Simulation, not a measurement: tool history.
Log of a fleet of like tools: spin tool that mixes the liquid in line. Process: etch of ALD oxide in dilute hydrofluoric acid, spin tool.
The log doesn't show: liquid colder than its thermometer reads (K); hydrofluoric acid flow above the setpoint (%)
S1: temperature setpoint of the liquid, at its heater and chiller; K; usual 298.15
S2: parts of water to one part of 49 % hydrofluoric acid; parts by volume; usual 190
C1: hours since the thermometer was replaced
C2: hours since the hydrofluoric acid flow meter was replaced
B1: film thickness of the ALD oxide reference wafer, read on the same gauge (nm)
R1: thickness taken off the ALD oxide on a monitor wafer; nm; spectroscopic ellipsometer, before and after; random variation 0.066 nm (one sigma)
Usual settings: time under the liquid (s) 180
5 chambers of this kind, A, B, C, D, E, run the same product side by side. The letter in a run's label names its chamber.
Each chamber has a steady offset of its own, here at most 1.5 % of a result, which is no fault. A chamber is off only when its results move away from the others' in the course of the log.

run 1B hour=8.3 | S1=298.15 S2=190 time_under_the_liquid_(s)=180 | C1=173.0 C2=169.1 | B1=80.002 | R1=10.686
run 2A hour=16.8 | S1=298.15 S2=190 time_under_the_liquid_(s)=180 | C1=554.9 C2=727.1 | B1=80.012 | R1=10.640
run 3E hour=25.7 | S1=298.15 S2=190 time_under_the_liquid_(s)=180 | C1=1580.6 C2=1626.9 | B1=79.998 | R1=10.627
run 4C hour=37.0 | S1=298.15 S2=190 time_under_the_liquid_(s)=180 | C1=2929.3 C2=373.4 | B1=80.004 | R1=10.781
run 5D hour=46.1 | S1=298.15 S2=190 time_under_the_liquid_(s)=180 | C1=1081.0 C2=408.4 | B1=80.021 | R1=10.548
run 6D hour=54.4 | S1=298.15 S2=190 time_under_the_liquid_(s)=180 | C1=1089.3 C2=416.7 | B1=79.973 | R1=10.672
run 7B hour=61.1 | S1=298.15 S2=190 time_under_the_liquid_(s)=180 | C1=225.8 C2=221.9 | B1=80.002 | R1=10.709
run 8A hour=72.6 | S1=298.15 S2=190 time_under_the_liquid_(s)=180 | C1=610.7 C2=782.9 | B1=79.990 | R1=10.667
run 9E hour=79.9 | S1=298.15 S2=190 time_under_the_liquid_(s)=180 | C1=1634.8 C2=1681.1 | B1=80.008 | R1=10.672
run 10C hour=85.0 | S1=301.15 S2=190 time_under_the_liquid_(s)=180 | C1=2977.3 C2=421.4 | B1=80.001 | R1=12.014
run 11C hour=96.3 | S1=301.15 S2=190 time_under_the_liquid_(s)=180 | C1=2988.6 C2=432.7 | B1=80.007 | R1=12.081
run 12E hour=105.8 | S1=301.15 S2=190 time_under_the_liquid_(s)=180 | C1=1660.7 C2=1707.0 | B1=80.023 | R1=11.990
run 13B hour=117.3 | S1=301.15 S2=190 time_under_the_liquid_(s)=180 | C1=282.0 C2=278.1 | B1=80.016 | R1=11.958
run 14A hour=122.9 | S1=301.15 S2=190 time_under_the_liquid_(s)=180 | C1=661.0 C2=833.2 | B1=80.007 | R1=11.917
run 15D hour=131.0 | S1=298.15 S2=190 time_under_the_liquid_(s)=180 | C1=1165.9 C2=493.3 | B1=80.022 | R1=10.628
-- hour=132.4 chamber A: thermometer replaced
run 16A hour=142.0 | S1=298.15 S2=190 time_under_the_liquid_(s)=180 | C1=9.7 C2=852.3 | B1=80.005 | R1=10.610
run 17C hour=150.3 | S1=298.15 S2=190 time_under_the_liquid_(s)=180 | C1=3042.6 C2=486.7 | B1=80.005 | R1=10.710
run 18B hour=160.8 | S1=298.15 S2=190 time_under_the_liquid_(s)=180 | C1=325.5 C2=321.6 | B1=80.005 | R1=10.650
run 19D hour=166.0 | S1=298.15 S2=190 time_under_the_liquid_(s)=180 | C1=1200.9 C2=528.3 | B1=79.962 | R1=10.826
-- hour=174.7 chamber C: thermometer replaced
run 20E hour=176.9 | S1=298.15 S2=190 time_under_the_liquid_(s)=180 | C1=1731.8 C2=1778.1 | B1=79.989 | R1=10.706
run 21B hour=182.4 | S1=298.15 S2=190 time_under_the_liquid_(s)=180 | C1=347.1 C2=343.2 | B1=80.001 | R1=10.693
run 22D hour=190.2 | S1=298.15 S2=190 time_under_the_liquid_(s)=180 | C1=1225.1 C2=552.5 | B1=80.010 | R1=10.934
run 23A hour=196.1 | S1=298.15 S2=190 time_under_the_liquid_(s)=180 | C1=63.8 C2=906.4 | B1=80.002 | R1=10.686
run 24E hour=204.5 | S1=298.15 S2=190 time_under_the_liquid_(s)=180 | C1=1759.4 C2=1805.7 | B1=80.000 | R1=10.588
run 25C hour=216.0 | S1=298.15 S2=190 time_under_the_liquid_(s)=180 | C1=41.4 C2=552.4 | B1=80.030 | R1=10.626
run 26E hour=224.2 | S1=302.15 S2=145 time_under_the_liquid_(s)=180 | C1=1779.1 C2=1825.4 | B1=79.989 | R1=16.813
run 27B hour=234.1 | S1=302.15 S2=145 time_under_the_liquid_(s)=180 | C1=398.8 C2=394.9 | B1=80.004 | R1=16.896
run 28D hour=245.8 | S1=302.15 S2=145 time_under_the_liquid_(s)=180 | C1=1280.7 C2=608.1 | B1=80.043 | R1=17.460
run 29A hour=252.4 | S1=302.15 S2=145 time_under_the_liquid_(s)=180 | C1=120.1 C2=962.7 | B1=80.000 | R1=16.976
run 30C hour=263.4 | S1=302.15 S2=145 time_under_the_liquid_(s)=180 | C1=88.8 C2=599.8 | B1=80.008 | R1=16.960
run 31C hour=270.6 | S1=298.15 S2=190 time_under_the_liquid_(s)=180 | C1=96.0 C2=607.0 | B1=80.019 | R1=10.802

Is one chamber off against the others, does the gauge drift, or is nothing wrong? If a chamber is off, say which, and what the likeliest cause is.

Chamber D drifts away from the others.
Cause: hydrofluoric acid flow above the setpoint (%) = 4.27.
The log may not tell that from: liquid hotter than its thermometer reads (K).

Here are 4 candidates for chamber D's next run, each the usual settings with a change, their results left as question marks. Which one brings its results back in line with what the others give on the usual settings?
In line means no further than this from the other chambers' mean on the usual settings: R1 0.230 nm
run 32D-1 hour=279.0 | S1=297.15 S2=190 time_under_the_liquid_(s)=180 | R1=?
run 32D-2 hour=279.0 | S1=298.15 S2=190 time_under_the_liquid_(s)=195 | R1=?
run 32D-3 hour=279.0 | S1=299.15 S2=190 time_under_the_liquid_(s)=180 | R1=?
run 32D-4 hour=279.0 | S1=298.15 S2=195 time_under_the_liquid_(s)=170 | R1=?

The other chambers' mean on the usual settings: R1 10.643 nm
run=32D-1 R1=10.670
run=32D-2 R1=12.001
run=32D-3 R1=11.498
run=32D-4 R1=10.140
32D-1 brings the chamber back in line.
